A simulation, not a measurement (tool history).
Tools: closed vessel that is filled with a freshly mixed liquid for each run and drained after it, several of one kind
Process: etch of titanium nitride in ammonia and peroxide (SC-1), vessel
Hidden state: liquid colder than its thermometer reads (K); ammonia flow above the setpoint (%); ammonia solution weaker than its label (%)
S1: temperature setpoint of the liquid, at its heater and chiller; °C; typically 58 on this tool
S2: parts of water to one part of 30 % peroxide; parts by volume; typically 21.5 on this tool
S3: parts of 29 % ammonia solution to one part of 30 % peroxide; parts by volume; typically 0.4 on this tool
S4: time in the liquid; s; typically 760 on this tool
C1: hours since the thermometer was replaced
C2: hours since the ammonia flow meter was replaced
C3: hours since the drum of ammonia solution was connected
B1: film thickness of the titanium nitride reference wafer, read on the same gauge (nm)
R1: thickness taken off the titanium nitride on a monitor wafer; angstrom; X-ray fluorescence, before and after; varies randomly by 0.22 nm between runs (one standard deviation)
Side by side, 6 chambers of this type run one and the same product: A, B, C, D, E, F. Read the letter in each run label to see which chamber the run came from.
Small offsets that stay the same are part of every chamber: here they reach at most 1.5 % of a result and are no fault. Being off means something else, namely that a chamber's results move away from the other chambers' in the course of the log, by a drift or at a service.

run,hour,S1,S2,S3,S4,C1,C2,C3,B1,R1
1F,6.8,58,21.5,0.4,760,1019.2,1481.4,102.2,130.00,493.29
2C,11.2,58,21.5,0.4,760,882.9,1749.4,209.2,130.01,496.22
# hour 14.5: chamber D: thermometer replaced
3B,18.8,58,21.5,0.4,760,1810.7,622.2,307.0,129.98,503.03
4E,22.7,58,21.5,0.4,760,427.7,917.9,215.9,130.00,494.31
5A,27.4,58,21.5,0.4,760,294.6,187.0,238.1,130.01,499.12
# hour 31.0: chamber F: thermometer replaced
6D,31.5,58,21.5,0.4,760,17.0,750.1,197.2,130.02,497.29
7B,37.8,58,21.5,0.4,760,1829.7,641.2,326.0,129.99,501.96
8A,43.3,58,21.5,0.4,760,310.5,202.9,254.0,129.99,498.45
9F,48.6,58,21.5,0.4,760,17.6,1523.2,144.0,130.01,494.24
10D,53.0,58,21.5,0.4,760,38.5,771.6,218.7,129.99,498.08
11E,59.4,68,15.0,0.4,760,464.4,954.6,252.6,130.00,1160.30
12C,63.1,68,15.0,0.4,760,934.8,1801.3,261.1,130.01,1152.40
# hour 67.6: chamber E: new drum of ammonia solution connected
13B,67.7,68,15.0,0.4,760,1859.6,671.1,355.9,130.00,1165.40
14D,75.1,68,15.0,0.4,760,60.6,793.7,240.8,130.01,1157.40
15C,79.7,68,15.0,0.4,760,951.4,1817.9,277.7,130.00,1145.80
16E,85.3,68,15.0,0.4,760,490.3,980.5,17.7,130.02,1164.50
# hour 89.8: chamber C: thermometer replaced
17F,90.9,58,21.5,0.4,760,59.9,1565.5,186.3,130.00,493.40
# hour 91.6: chamber A: new drum of ammonia solution connected
18A,97.9,58,21.5,0.4,760,365.1,257.5,6.3,130.00,504.03
19E,101.9,58,21.5,0.4,760,506.9,997.1,34.3,129.98,498.93
20B,109.1,58,21.5,0.4,760,1901.0,712.5,397.3,130.01,500.91
21C,114.0,58,21.5,0.4,760,24.2,1852.2,312.0,130.02,498.89
22D,121.8,58,21.5,0.4,760,107.3,840.4,287.5,130.00,497.64
23A,127.2,58,21.5,0.4,760,394.4,286.8,35.6,129.99,501.79
# hour 129.5: chamber D: new drum of ammonia solution connected
24F,132.1,58,32.0,0.4,760,101.1,1606.7,227.5,130.00,391.30
25F,135.7,58,32.0,0.4,760,104.7,1610.3,231.1,129.98,393.17
# hour 138.0: chamber C: ammonia flow meter replaced
26A,139.5,58,32.0,0.4,760,406.7,299.1,47.9,129.99,402.76
27C,144.7,58,32.0,0.4,760,54.9,6.7,342.7,130.02,401.55
# hour 148.4: chamber B: thermometer replaced
28B,152.4,58,32.0,0.4,760,4.1,755.8,440.6,130.01,401.54
29D,160.1,58,32.0,0.4,760,145.6,878.7,30.7,130.00,396.40
30E,163.8,58,21.5,0.4,760,568.8,1059.0,96.2,130.00,501.67
31A,167.5,58,21.5,0.4,760,434.7,327.1,75.9,130.02,503.26
32D,173.7,58,21.5,0.4,760,159.2,892.3,44.3,129.99,496.91
33F,180.9,58,21.5,0.4,760,149.9,1655.5,276.3,130.01,495.33
# hour 186.4: chamber B: new drum of ammonia solution connected
34B,187.2,58,21.5,0.4,760,38.9,790.6,0.8,129.98,503.58
35C,193.6,58,21.5,0.4,760,103.8,55.6,391.6,129.99,496.01
36E,197.7,58,21.5,0.4,760,602.7,1092.9,130.1,130.00,500.61
37B,202.0,58,21.5,0.4,760,53.7,805.4,15.6,129.98,505.64
38C,208.6,58,21.5,0.4,760,118.8,70.6,406.6,130.00,495.03
39A,212.2,58,21.5,0.4,760,479.4,371.8,120.6,130.00,502.49
40D,217.3,58,21.5,0.4,760,202.8,935.9,87.9,129.98,493.61

Predict what each chamber gives when all 6 of them run the settings below next.
41A,222.9,58,21.5,0.4,760,,,,,?
41B,222.9,58,21.5,0.4,760,,,,,?
41C,222.9,58,21.5,0.4,760,,,,,?
41D,222.9,58,21.5,0.4,760,,,,,?
41E,222.9,58,21.5,0.4,760,,,,,?
41F,222.9,58,21.5,0.4,760,,,,,?

run,R1
41A,496.75
41B,504.20
41C,499.18
41D,499.09
41E,496.92
41F,493.07
